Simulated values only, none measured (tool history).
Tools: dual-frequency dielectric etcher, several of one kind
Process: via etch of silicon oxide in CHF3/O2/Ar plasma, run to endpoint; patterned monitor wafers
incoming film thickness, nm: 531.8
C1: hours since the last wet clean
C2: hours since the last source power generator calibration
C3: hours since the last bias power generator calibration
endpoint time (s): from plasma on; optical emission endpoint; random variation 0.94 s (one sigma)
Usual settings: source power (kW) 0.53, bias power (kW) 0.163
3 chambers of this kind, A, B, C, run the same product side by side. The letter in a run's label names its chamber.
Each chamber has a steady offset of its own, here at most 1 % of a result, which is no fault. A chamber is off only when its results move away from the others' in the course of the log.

Run 1B, hour 9: usual settings; C1 260.5; C2 1661.7; C3 1722.2. Result: endpoint time (s) 290.61.
Run 2A, hour 15.7: usual settings; C1 90.1; C2 2068.3; C3 2615.5. Result: endpoint time (s) 290.98.
Run 3C, hour 21.4: usual settings; C1 70.3; C2 68.4; C3 2030.9. Result: endpoint time (s) 291.58.
Run 4A, hour 30.5: usual settings; C1 104.9; C2 2083.1; C3 2630.3. Result: endpoint time (s) 292.16.
Run 5C, hour 37.6: usual settings; C1 86.5; C2 84.6; C3 2047.1. Result: endpoint time (s) 295.12.
Run 6B, hour 43.1: usual settings; C1 294.6; C2 1695.8; C3 1756.3. Result: endpoint time (s) 290.25.
Run 7B, hour 50.7: usual settings; C1 302.2; C2 1703.4; C3 1763.9. Result: endpoint time (s) 288.48.
Run 8A, hour 58.6: usual settings; C1 133; C2 2111.2; C3 2658.4. Result: endpoint time (s) 290.6.
Run 9C, hour 64: usual settings; C1 112.9; C2 111; C3 2073.5. Result: endpoint time (s) 294.01.
Run 10A, hour 72.1: usual settings; C1 146.5; C2 2124.7; C3 2671.9. Result: endpoint time (s) 290.02.
Run 11B, hour 77.2: usual settings; C1 328.7; C2 1729.9; C3 1790.4. Result: endpoint time (s) 286.22.
Run 12C, hour 84.1: usual settings; C1 133; C2 131.1; C3 2093.6. Result: endpoint time (s) 293.08.
Run 13B, hour 92.6: usual settings; C1 344.1; C2 1745.3; C3 1805.8. Result: endpoint time (s) 285.9.
Run 14C, hour 100.3: usual settings; C1 149.2; C2 147.3; C3 2109.8. Result: endpoint time (s) 294.25.
Run 15A, hour 104.6: usual settings; C1 179; C2 2157.2; C3 2704.4. Result: endpoint time (s) 292.95.
Run 16B, hour 110.7: usual settings; C1 362.2; C2 1763.4; C3 1823.9. Result: endpoint time (s) 284.78.
Run 17C, hour 115.1: usual settings; C1 164; C2 162.1; C3 2124.6. Result: endpoint time (s) 296.63.
Run 18A, hour 120: usual settings; C1 194.4; C2 2172.6; C3 2719.8. Result: endpoint time (s) 293.22.
Run 19B, hour 125.9: usual settings; C1 377.4; C2 1778.6; C3 1839.1. Result: endpoint time (s) 282.41.
Run 20C, hour 130: usual settings; C1 178.9; C2 177; C3 2139.5. Result: endpoint time (s) 293.69.
Run 21A, hour 134.8: usual settings; C1 209.2; C2 2187.4; C3 2734.6. Result: endpoint time (s) 291.39.
Run 22A, hour 139.2: usual settings; C1 213.6; C2 2191.8; C3 2739. Result: endpoint time (s) 291.
Run 23B, hour 148.5: usual settings; C1 400; C2 1801.2; C3 1861.7. Result: endpoint time (s) 281.11.
At hour 149.4: chamber C: bias power generator calibrated.
At hour 157: chamber B: bias power generator calibrated.
Run 24C, hour 157.3: usual settings; C1 206.2; C2 204.3; C3 8. Result: endpoint time (s) 293.89.
Run 25B, hour 164.4: usual settings; C1 415.9; C2 1817.1; C3 7.5. Result: endpoint time (s) 281.67.
Run 26A, hour 170.4: usual settings; C1 244.8; C2 2223; C3 2770.2. Result: endpoint time (s) 293.09.
Run 27C, hour 176.3: usual settings but source power (kW) 0.48; C1 225.2; C2 223.3; C3 27. Result: endpoint time (s) 305.46.
Run 28A, hour 181.1: usual settings but source power (kW) 0.48; C1 255.5; C2 2233.7; C3 2780.9. Result: endpoint time (s) 303.43.
Run 29C, hour 185.8: usual settings but source power (kW) 0.48; C1 234.7; C2 232.8; C3 36.5. Result: endpoint time (s) 306.09.
Run 30B, hour 194.7: usual settings; C1 446.2; C2 1847.4; C3 37.8. Result: endpoint time (s) 279.86.
Run 31C, hour 204: usual settings; C1 252.9; C2 251; C3 54.7. Result: endpoint time (s) 295.14.
Run 32A, hour 208.7: usual settings; C1 283.1; C2 2261.3; C3 2808.5. Result: endpoint time (s) 292.12.
Run 33B, hour 216.2: usual settings; C1 467.7; C2 1868.9; C3 59.3. Result: endpoint time (s) 278.96.

All 3 chambers run these settings next. Forecast each chamber's results:
Run 34A, hour 222.9: usual settings. Result: endpoint time (s) ?.
Run 34B, hour 222.9: usual settings. Result: endpoint time (s) ?.
Run 34C, hour 222.9: usual settings. Result: endpoint time (s) ?.

run  endpoint time (s)
34A             292.33
34B             277.53
34C             294.78

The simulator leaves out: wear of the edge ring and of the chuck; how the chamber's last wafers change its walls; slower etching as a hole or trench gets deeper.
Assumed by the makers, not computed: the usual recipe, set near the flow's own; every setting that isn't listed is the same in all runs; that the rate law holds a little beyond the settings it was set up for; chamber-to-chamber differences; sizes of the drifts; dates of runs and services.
